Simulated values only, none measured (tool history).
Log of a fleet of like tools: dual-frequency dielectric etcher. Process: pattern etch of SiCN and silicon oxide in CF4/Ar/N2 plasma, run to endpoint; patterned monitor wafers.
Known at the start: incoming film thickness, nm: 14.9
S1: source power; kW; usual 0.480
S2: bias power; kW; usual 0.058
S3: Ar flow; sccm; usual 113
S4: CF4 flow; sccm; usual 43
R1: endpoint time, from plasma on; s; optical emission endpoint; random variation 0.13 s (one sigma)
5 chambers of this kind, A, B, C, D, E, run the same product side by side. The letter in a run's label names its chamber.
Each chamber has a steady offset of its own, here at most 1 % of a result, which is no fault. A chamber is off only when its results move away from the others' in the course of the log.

{"run": "1D", "hour": 8.7, "S1": 0.48, "S2": 0.058, "S3": 113, "S4": 43, "R1": 19.359}
{"run": "2C", "hour": 16.7, "S1": 0.48, "S2": 0.058, "S3": 113, "S4": 43, "R1": 19.475}
{"run": "3B", "hour": 24.1, "S1": 0.48, "S2": 0.058, "S3": 113, "S4": 43, "R1": 19.594}
{"run": "4A", "hour": 35.1, "S1": 0.48, "S2": 0.058, "S3": 113, "S4": 43, "R1": 19.421}
{"run": "5E", "hour": 45.9, "S1": 0.48, "S2": 0.058, "S3": 113, "S4": 43, "R1": 19.243}
{"run": "6D", "hour": 53.4, "S1": 0.48, "S2": 0.058, "S3": 113, "S4": 43, "R1": 19.555}
{"run": "7E", "hour": 65.5, "S1": 0.48, "S2": 0.058, "S3": 113, "S4": 43, "R1": 19.45}
{"run": "8A", "hour": 73.6, "S1": 0.36, "S2": 0.058, "S3": 103, "S4": 43, "R1": 24.486}
{"hour": 85.0, "done": "chamber E: wet clean of the chamber"}
{"run": "9B", "hour": 85.6, "S1": 0.36, "S2": 0.058, "S3": 103, "S4": 43, "R1": 24.848}
{"run": "10C", "hour": 97.1, "S1": 0.36, "S2": 0.058, "S3": 103, "S4": 43, "R1": 25.259}
{"run": "11D", "hour": 108.7, "S1": 0.36, "S2": 0.058, "S3": 103, "S4": 43, "R1": 24.451}
{"run": "12C", "hour": 117.1, "S1": 0.36, "S2": 0.058, "S3": 103, "S4": 43, "R1": 25.555}
{"run": "13A", "hour": 122.9, "S1": 0.48, "S2": 0.058, "S3": 113, "S4": 43, "R1": 19.26}
{"run": "14E", "hour": 128.3, "S1": 0.48, "S2": 0.058, "S3": 113, "S4": 43, "R1": 19.528}
{"run": "15B", "hour": 134.6, "S1": 0.48, "S2": 0.058, "S3": 113, "S4": 37, "R1": 20.087}
{"run": "16B", "hour": 144.5, "S1": 0.48, "S2": 0.058, "S3": 113, "S4": 37, "R1": 20.073}
{"run": "17A", "hour": 152.1, "S1": 0.48, "S2": 0.058, "S3": 113, "S4": 37, "R1": 19.939}
{"run": "18C", "hour": 162.8, "S1": 0.48, "S2": 0.058, "S3": 113, "S4": 37, "R1": 20.602}
{"run": "19E", "hour": 173.2, "S1": 0.48, "S2": 0.058, "S3": 113, "S4": 37, "R1": 20.002}
{"hour": 177.9, "done": "chamber B: wet clean of the chamber"}
{"run": "20D", "hour": 182.7, "S1": 0.48, "S2": 0.067, "S3": 113, "S4": 43, "R1": 18.363}
{"run": "21C", "hour": 191.2, "S1": 0.48, "S2": 0.067, "S3": 113, "S4": 43, "R1": 18.963}
{"run": "22B", "hour": 200.9, "S1": 0.48, "S2": 0.067, "S3": 113, "S4": 43, "R1": 18.488}
{"run": "23D", "hour": 208.0, "S1": 0.48, "S2": 0.067, "S3": 113, "S4": 43, "R1": 18.595}
{"run": "24A", "hour": 215.2, "S1": 0.48, "S2": 0.067, "S3": 113, "S4": 43, "R1": 18.55}
{"run": "25E", "hour": 227.2, "S1": 0.48, "S2": 0.058, "S3": 113, "S4": 43, "R1": 19.111}
{"run": "26C", "hour": 234.5, "S1": 0.48, "S2": 0.058, "S3": 113, "S4": 43, "R1": 20.146}
{"run": "27D", "hour": 244.2, "S1": 0.48, "S2": 0.058, "S3": 113, "S4": 43, "R1": 19.484}
{"hour": 254.0, "done": "chamber E: CF4 flow controller replaced"}
{"run": "28A", "hour": 256.4, "S1": 0.48, "S2": 0.058, "S3": 113, "S4": 43, "R1": 19.357}
{"run": "29B", "hour": 263.9, "S1": 0.48, "S2": 0.058, "S3": 113, "S4": 43, "R1": 19.746}
{"run": "30E", "hour": 273.5, "S1": 0.38, "S2": 0.058, "S3": 126, "S4": 43, "R1": 24.295}
{"run": "31A", "hour": 284.8, "S1": 0.38, "S2": 0.058, "S3": 126, "S4": 43, "R1": 24.171}
{"run": "32B", "hour": 290.8, "S1": 0.38, "S2": 0.058, "S3": 126, "S4": 43, "R1": 24.408}
{"run": "33E", "hour": 299.2, "S1": 0.38, "S2": 0.058, "S3": 126, "S4": 43, "R1": 23.919}
{"run": "34D", "hour": 309.5, "S1": 0.38, "S2": 0.058, "S3": 126, "S4": 43, "R1": 24.295}

What goes on in this fleet: one chamber off, a drifting gauge, or nothing beyond the chambers' own small offsets? Name the chamber and the cause, if any.

Chamber C drifts away from the others.
Cause: etch rate under this chamber's usual, % = 5.08.
The log may not tell that from: source power that arrives under what is set, %.

Here are 4 candidates for chamber C's next run, each the usual settings with a change, their results left as question marks. Which one brings its results back in line with what the others give on the usual settings?
In line means no further than this from the other chambers' mean on the usual settings: R1 0.470 s
{"run": "35C-1", "hour": 318.4, "S1": 0.51, "S2": 0.059, "S3": 112, "S4": 44, "R1": "?"}
{"run": "35C-2", "hour": 318.4, "S1": 0.48, "S2": 0.058, "S3": 102, "S4": 43, "R1": "?"}
{"run": "35C-3", "hour": 318.4, "S1": 0.47, "S2": 0.058, "S3": 113, "S4": 43, "R1": "?"}
{"run": "35C-4", "hour": 318.4, "S1": 0.48, "S2": 0.048, "S3": 113, "S4": 43, "R1": "?"}

The other chambers' mean on the usual settings: R1 19.462 s
run=35C-1 R1=19.343
run=35C-2 R1=20.266
run=35C-3 R1=21.038
run=35C-4 R1=22.039
35C-1 brings the chamber back in line.

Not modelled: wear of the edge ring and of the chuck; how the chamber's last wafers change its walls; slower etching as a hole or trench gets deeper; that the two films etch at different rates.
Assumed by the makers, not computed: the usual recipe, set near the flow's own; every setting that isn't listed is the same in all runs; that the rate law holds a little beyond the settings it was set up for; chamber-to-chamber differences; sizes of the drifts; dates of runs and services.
